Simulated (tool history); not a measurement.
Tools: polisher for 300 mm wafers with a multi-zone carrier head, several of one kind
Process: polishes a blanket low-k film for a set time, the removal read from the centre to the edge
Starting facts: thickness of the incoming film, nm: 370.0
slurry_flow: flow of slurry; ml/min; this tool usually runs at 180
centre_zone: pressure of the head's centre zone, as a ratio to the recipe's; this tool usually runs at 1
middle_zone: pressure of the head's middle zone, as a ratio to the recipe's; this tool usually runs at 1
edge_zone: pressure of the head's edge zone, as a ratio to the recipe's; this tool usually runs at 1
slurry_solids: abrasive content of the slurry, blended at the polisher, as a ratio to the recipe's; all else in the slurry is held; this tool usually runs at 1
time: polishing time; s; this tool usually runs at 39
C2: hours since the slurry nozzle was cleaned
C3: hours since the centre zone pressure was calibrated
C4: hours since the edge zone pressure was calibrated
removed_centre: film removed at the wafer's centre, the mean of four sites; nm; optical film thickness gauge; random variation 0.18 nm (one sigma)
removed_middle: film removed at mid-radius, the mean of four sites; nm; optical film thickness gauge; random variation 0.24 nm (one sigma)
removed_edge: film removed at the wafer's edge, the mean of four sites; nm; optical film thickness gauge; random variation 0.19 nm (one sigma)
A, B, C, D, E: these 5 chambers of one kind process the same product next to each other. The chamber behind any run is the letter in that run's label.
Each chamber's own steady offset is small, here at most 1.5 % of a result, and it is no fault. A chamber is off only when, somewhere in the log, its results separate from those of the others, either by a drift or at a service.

Run 1E, day 0.117: usual settings; wafers polished on this pad 304; C2 417.9; C3 601.7; C4 494.5. Result: removed_centre 16.98 nm, removed_middle 16.834 nm, removed_edge 16.837 nm.
At day 0.167: chamber C: worn pad replaced by a new one.
Run 2A, day 0.271: usual settings; wafers polished on this pad 136; C2 719.1; C3 243.3; C4 286.1. Result: removed_centre 17.11 nm, removed_middle 16.579 nm, removed_edge 16.61 nm.
Run 3C, day 0.371: usual settings; wafers polished on this pad 45; C2 67.5; C3 268.7; C4 592.4. Result: removed_centre 16.758 nm, removed_middle 16.664 nm, removed_edge 16.67 nm.
Run 4B, day 0.512: usual settings; wafers polished on this pad 999; C2 121.3; C3 242.7; C4 729.1. Result: removed_centre 16.818 nm, removed_middle 17.01 nm, removed_edge 16.349 nm.
Run 5D, day 0.692: usual settings; wafers polished on this pad 947; C2 291.6; C3 392; C4 72.2. Result: removed_centre 16.552 nm, removed_middle 16.711 nm, removed_edge 16.651 nm.
Run 6E, day 0.788: usual settings; wafers polished on this pad 453; C2 434; C3 617.8; C4 510.6. Result: removed_centre 16.764 nm, removed_middle 16.695 nm, removed_edge 16.954 nm.
Run 7B, day 0.988: usual settings; wafers polished on this pad 1105; C2 132.7; C3 254.1; C4 740.5. Result: removed_centre 17.176 nm, removed_middle 17.102 nm, removed_edge 16.838 nm.
Run 8A, day 1.142: usual settings; wafers polished on this pad 330; C2 740; C3 264.2; C4 307. Result: removed_centre 16.783 nm, removed_middle 16.64 nm, removed_edge 16.798 nm.
Run 9C, day 1.304: usual settings; wafers polished on this pad 254; C2 89.9; C3 291.1; C4 614.8. Result: removed_centre 16.671 nm, removed_middle 16.672 nm, removed_edge 16.976 nm.
Run 10D, day 1.492: usual settings; wafers polished on this pad 1126; C2 310.8; C3 411.2; C4 91.4. Result: removed_centre 17.009 nm, removed_middle 16.507 nm, removed_edge 16.567 nm.
Run 11E, day 1.65: usual settings; wafers polished on this pad 646; C2 454.7; C3 638.5; C4 531.3. Result: removed_centre 17.032 nm, removed_middle 16.86 nm, removed_edge 16.68 nm.
At day 1.817: chamber D: worn pad replaced by a new one.
Run 12A, day 1.838: usual settings; wafers polished on this pad 486; C2 756.7; C3 280.9; C4 323.7. Result: removed_centre 16.815 nm, removed_middle 16.686 nm, removed_edge 17.153 nm.
At day 1.942: chamber E: worn pad replaced by a new one.
Run 13C, day 2.004: usual settings but middle_zone 1.08; wafers polished on this pad 410; C2 106.7; C3 307.9; C4 631.6. Result: removed_centre 16.781 nm, removed_middle 17.79 nm, removed_edge 16.405 nm.
Run 14D, day 2.1: usual settings but middle_zone 1.08; wafers polished on this pad 63; C2 325.4; C3 425.8; C4 106. Result: removed_centre 16.983 nm, removed_middle 17.759 nm, removed_edge 16.889 nm.
Run 15B, day 2.192: usual settings but middle_zone 1.08; wafers polished on this pad 1374; C2 161.6; C3 283; C4 769.4. Result: removed_centre 16.982 nm, removed_middle 17.613 nm, removed_edge 17.041 nm.
Run 16B, day 2.329: usual settings but middle_zone 1.08; wafers polished on this pad 1405; C2 164.9; C3 286.3; C4 772.7. Result: removed_centre 17.116 nm, removed_middle 17.385 nm, removed_edge 16.752 nm.
Run 17C, day 2.504: usual settings but middle_zone 1.08; wafers polished on this pad 522; C2 118.7; C3 319.9; C4 643.6. Result: removed_centre 16.589 nm, removed_middle 18.02 nm, removed_edge 16.751 nm.
At day 2.521: chamber D: centre zone pressure recalibrated.
Run 18D, day 2.596: usual settings; wafers polished on this pad 174; C2 337.3; C3 1.9; C4 117.9. Result: removed_centre 18.386 nm, removed_middle 16.942 nm, removed_edge 16.809 nm.
Run 19A, day 2.7: usual settings; wafers polished on this pad 678; C2 777.4; C3 301.6; C4 344.4. Result: removed_centre 16.774 nm, removed_middle 16.635 nm, removed_edge 16.516 nm.
At day 2.746: chamber B: worn pad replaced by a new one.
Run 20E, day 2.838: usual settings; wafers polished on this pad 200; C2 483.2; C3 667; C4 559.8. Result: removed_centre 16.805 nm, removed_middle 16.907 nm, removed_edge 17.016 nm.
At day 3.004: chamber E: slurry nozzle cleaned.
Run 21A, day 3.008: usual settings; wafers polished on this pad 747; C2 784.8; C3 309; C4 351.8. Result: removed_centre 16.946 nm, removed_middle 16.745 nm, removed_edge 16.856 nm.
Run 22D, day 3.129: usual settings; wafers polished on this pad 293; C2 350.1; C3 14.7; C4 130.7. Result: removed_centre 18.181 nm, removed_middle 16.645 nm, removed_edge 16.907 nm.
Run 23E, day 3.279: usual settings; wafers polished on this pad 299; C2 6.7; C3 677.6; C4 570.4. Result: removed_centre 16.871 nm, removed_middle 16.655 nm, removed_edge 16.655 nm.
Run 24B, day 3.479: usual settings; wafers polished on this pad 163; C2 192.5; C3 313.9; C4 800.3. Result: removed_centre 16.988 nm, removed_middle 16.635 nm, removed_edge 17.056 nm.
Run 25C, day 3.608: usual settings; wafers polished on this pad 769; C2 145.2; C3 346.4; C4 670.1. Result: removed_centre 16.872 nm, removed_middle 16.893 nm, removed_edge 17.081 nm.
Run 26A, day 3.796: usual settings; wafers polished on this pad 923; C2 803.7; C3 327.9; C4 370.7. Result: removed_centre 16.665 nm, removed_middle 16.495 nm, removed_edge 16.389 nm.
Run 27D, day 3.912: usual settings; wafers polished on this pad 468; C2 368.9; C3 33.5; C4 149.5. Result: removed_centre 18.262 nm, removed_middle 16.811 nm, removed_edge 16.488 nm.
Run 28B, day 4.046: usual settings; wafers polished on this pad 290; C2 206.1; C3 327.5; C4 813.9. Result: removed_centre 17.174 nm, removed_middle 16.804 nm, removed_edge 16.886 nm.
Run 29C, day 4.225: usual settings; wafers polished on this pad 906; C2 160; C3 361.2; C4 684.9. Result: removed_centre 16.858 nm, removed_middle 16.909 nm, removed_edge 16.697 nm.
Run 30E, day 4.4: usual settings; wafers polished on this pad 549; C2 33.6; C3 704.5; C4 597.3. Result: removed_centre 17.185 nm, removed_middle 17.15 nm, removed_edge 16.897 nm.
Run 31A, day 4.538: usual settings; wafers polished on this pad 1089; C2 821.5; C3 345.7; C4 388.5. Result: removed_centre 16.691 nm, removed_middle 16.602 nm, removed_edge 17.076 nm.
Run 32C, day 4.712: usual settings; wafers polished on this pad 1015; C2 171.7; C3 372.9; C4 696.6. Result: removed_centre 16.788 nm, removed_middle 16.759 nm, removed_edge 16.699 nm.
Run 33E, day 4.917: usual settings; wafers polished on this pad 665; C2 46; C3 716.9; C4 609.7. Result: removed_centre 16.771 nm, removed_middle 16.479 nm, removed_edge 16.714 nm.
At day 4.942: chamber E: worn pad replaced by a new one.
Run 34B, day 5.004: usual settings; wafers polished on this pad 504; C2 229.1; C3 350.5; C4 836.9. Result: removed_centre 16.969 nm, removed_middle 16.755 nm, removed_edge 16.649 nm.
Run 35D, day 5.112: usual settings but middle_zone 0.96, slurry_solids 1.25; wafers polished on this pad 736; C2 397.7; C3 62.3; C4 178.3. Result: removed_centre 20.147 nm, removed_middle 17.585 nm, removed_edge 18.279 nm.
Run 36B, day 5.3: usual settings but middle_zone 0.96, slurry_solids 1.25; wafers polished on this pad 570; C2 236.2; C3 357.6; C4 844. Result: removed_centre 18.62 nm, removed_middle 17.263 nm, removed_edge 18.562 nm.
Run 37D, day 5.438: usual settings but middle_zone 0.96, slurry_solids 1.25; wafers polished on this pad 808; C2 405.5; C3 70.1; C4 186.1. Result: removed_centre 20.216 nm, removed_middle 17.478 nm, removed_edge 18.485 nm.
Run 38E, day 5.604: usual settings but middle_zone 0.96, slurry_solids 1.25; wafers polished on this pad 148; C2 62.5; C3 733.4; C4 626.2. Result: removed_centre 18.608 nm, removed_middle 18.145 nm, removed_edge 18.546 nm.
At day 5.621: chamber A: worn pad replaced by a new one.
Run 39A, day 5.792: usual settings but middle_zone 0.96, slurry_solids 1.25; wafers polished on this pad 39; C2 851.6; C3 375.8; C4 418.6. Result: removed_centre 18.606 nm, removed_middle 17.569 nm, removed_edge 18.248 nm.
Run 40C, day 5.983: usual settings; wafers polished on this pad 1299; C2 202.2; C3 403.4; C4 727.1. Result: removed_centre 16.62 nm, removed_middle 16.917 nm, removed_edge 16.815 nm.
At day 6.1: chamber D: worn pad replaced by a new one.
Run 41D, day 6.175: usual settings; wafers polished on this pad 17; C2 423.2; C3 87.8; C4 203.8. Result: removed_centre 18.659 nm, removed_middle 16.652 nm, removed_edge 16.568 nm.
Run 42E, day 6.3: usual settings; wafers polished on this pad 303; C2 79.2; C3 750.1; C4 642.9. Result: removed_centre 16.813 nm, removed_middle 16.409 nm, removed_edge 16.925 nm.
Run 43B, day 6.396: usual settings; wafers polished on this pad 815; C2 262.5; C3 383.9; C4 870.3. Result: removed_centre 17.256 nm, removed_middle 16.636 nm, removed_edge 17.063 nm.

Predict what each chamber gives when all 5 of them run the settings below next.
Run 44A, day 6.538: usual settings but middle_zone 1.11. Result: removed_centre ?, removed_middle ?, removed_edge ?.
Run 44B, day 6.538: usual settings but middle_zone 1.11. Result: removed_centre ?, removed_middle ?, removed_edge ?.
Run 44C, day 6.538: usual settings but middle_zone 1.11. Result: removed_centre ?, removed_middle ?, removed_edge ?.
Run 44D, day 6.538: usual settings but middle_zone 1.11. Result: removed_centre ?, removed_middle ?, removed_edge ?.
Run 44E, day 6.538: usual settings but middle_zone 1.11. Result: removed_centre ?, removed_middle ?, removed_edge ?.

run  removed_centre  removed_middle  removed_edge
44A          16.534          18.121        16.483
44B          17.542          18.556        17.001
44C          16.558          18.202        16.789
44D          18.774           18.33        16.938
44E          17.064          18.688        16.846
